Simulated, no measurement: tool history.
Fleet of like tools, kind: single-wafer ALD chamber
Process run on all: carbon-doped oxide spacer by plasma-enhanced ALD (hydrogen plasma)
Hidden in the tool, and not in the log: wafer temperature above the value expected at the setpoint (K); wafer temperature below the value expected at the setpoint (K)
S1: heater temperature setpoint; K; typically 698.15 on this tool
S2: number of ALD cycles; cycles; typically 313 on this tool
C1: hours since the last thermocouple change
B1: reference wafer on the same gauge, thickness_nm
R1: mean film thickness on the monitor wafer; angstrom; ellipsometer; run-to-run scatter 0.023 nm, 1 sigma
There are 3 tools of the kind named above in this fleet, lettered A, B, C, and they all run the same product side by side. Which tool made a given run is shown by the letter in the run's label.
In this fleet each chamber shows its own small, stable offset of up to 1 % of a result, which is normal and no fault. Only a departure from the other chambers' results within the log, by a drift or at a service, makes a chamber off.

| run | day | S1 | S2 | C1 | B1 | R1 |
|---|---|---|---|---|---|---|
| 1A | 0.158 | 698.15 | 313 | 556.6 | 12.299 | 145.73 |
| 2B | 0.425 | 698.15 | 313 | 2202.8 | 12.298 | 144.95 |
| 3C | 0.738 | 698.15 | 313 | 1731.7 | 12.293 | 144.58 |
| 4A | 0.979 | 698.15 | 313 | 576.3 | 12.291 | 145.23 |
| 5B | 1.212 | 698.15 | 313 | 2221.7 | 12.292 | 144.56 |
| 6C | 1.492 | 698.15 | 313 | 1749.8 | 12.285 | 143.87 |
| 7B | 1.629 | 698.15 | 313 | 2231.7 | 12.283 | 144.61 |
| 8A | 1.767 | 698.15 | 313 | 595.2 | 12.289 | 145.45 |
| 9C | 1.967 | 698.15 | 313 | 1761.2 | 12.289 | 144.56 |
| 10A | 2.221 | 698.15 | 313 | 606.1 | 12.285 | 145.31 |
| 11C | 2.475 | 698.15 | 313 | 1773.4 | 12.280 | 144.39 |
| 12B | 2.688 | 698.15 | 313 | 2257.1 | 12.279 | 145.00 |
| 13B | 2.888 | 698.15 | 313 | 2261.9 | 12.274 | 145.08 |
| 14A | 3.171 | 698.15 | 313 | 628.9 | 12.277 | 145.17 |
| 15C | 3.429 | 698.15 | 313 | 1796.3 | 12.276 | 144.62 |
| 16C | 3.738 | 698.15 | 313 | 1803.7 | 12.268 | 144.00 |
| 17B | 3.954 | 698.15 | 313 | 2287.5 | 12.269 | 144.37 |
| 18A | 4.221 | 698.15 | 313 | 654.1 | 12.274 | 145.41 |
| 19A | 4.442 | 698.15 | 313 | 659.4 | 12.266 | 145.44 |
| 20C | 4.679 | 698.15 | 257 | 1826.3 | 12.268 | 118.46 |
| 21B | 4.821 | 698.15 | 257 | 2308.3 | 12.266 | 118.70 |
| 22B | 5.100 | 698.15 | 257 | 2315.0 | 12.264 | 118.45 |
| 23A | 5.271 | 698.15 | 313 | 679.3 | 12.263 | 144.87 |
|  | 5.462 | chamber C: thermocouple changed; heater temperature recalibrated |
| 24C | 5.588 | 698.15 | 294 | 3.1 | 12.256 | 135.44 |
| 25B | 5.846 | 698.15 | 294 | 2332.9 | 12.251 | 135.36 |
| 26A | 5.992 | 698.15 | 294 | 696.6 | 12.255 | 136.08 |
| 27C | 6.271 | 698.15 | 313 | 19.5 | 12.255 | 144.12 |
| 28A | 6.408 | 698.15 | 313 | 706.6 | 12.251 | 144.90 |
| 29B | 6.546 | 698.15 | 313 | 2349.7 | 12.248 | 144.06 |
| 30C | 6.767 | 698.15 | 313 | 31.4 | 12.254 | 144.37 |
| 31B | 7.079 | 698.15 | 313 | 2362.5 | 12.244 | 144.21 |
| 32C | 7.308 | 703.15 | 313 | 44.4 | 12.244 | 141.70 |
| 33A | 7.467 | 703.15 | 313 | 732.0 | 12.240 | 142.35 |
| 34C | 7.679 | 703.15 | 313 | 53.3 | 12.241 | 141.43 |
| 35B | 7.983 | 698.15 | 313 | 2384.2 | 12.244 | 144.20 |
| 36A | 8.229 | 698.15 | 313 | 750.3 | 12.236 | 144.97 |
| 37C | 8.462 | 698.15 | 313 | 72.1 | 12.237 | 144.27 |
| 38A | 8.775 | 698.15 | 313 | 763.4 | 12.233 | 144.70 |
| 39B | 9.096 | 698.15 | 313 | 2410.9 | 12.235 | 144.06 |
| 40B | 9.371 | 698.15 | 313 | 2417.5 | 12.229 | 143.95 |
| 41A | 9.650 | 698.15 | 313 | 784.4 | 12.231 | 144.95 |
| 42C | 9.892 | 687.15 | 350 | 106.4 | 12.227 | 166.51 |
| 43C | 10.088 | 687.15 | 350 | 111.1 | 12.224 | 166.78 |
| 44A | 10.350 | 687.15 | 350 | 801.2 | 12.226 | 167.93 |

Has any chamber moved away from the others, gradually or after a service, or does the common gauge drift, or do the chambers differ only by their own small steady offsets? State the chamber and the most likely cause if one applies.

The shared gauge is drifting. All chambers look as if they move in step, but none is off.
Likeliest cause: gauge reads low (%) = 0.642.
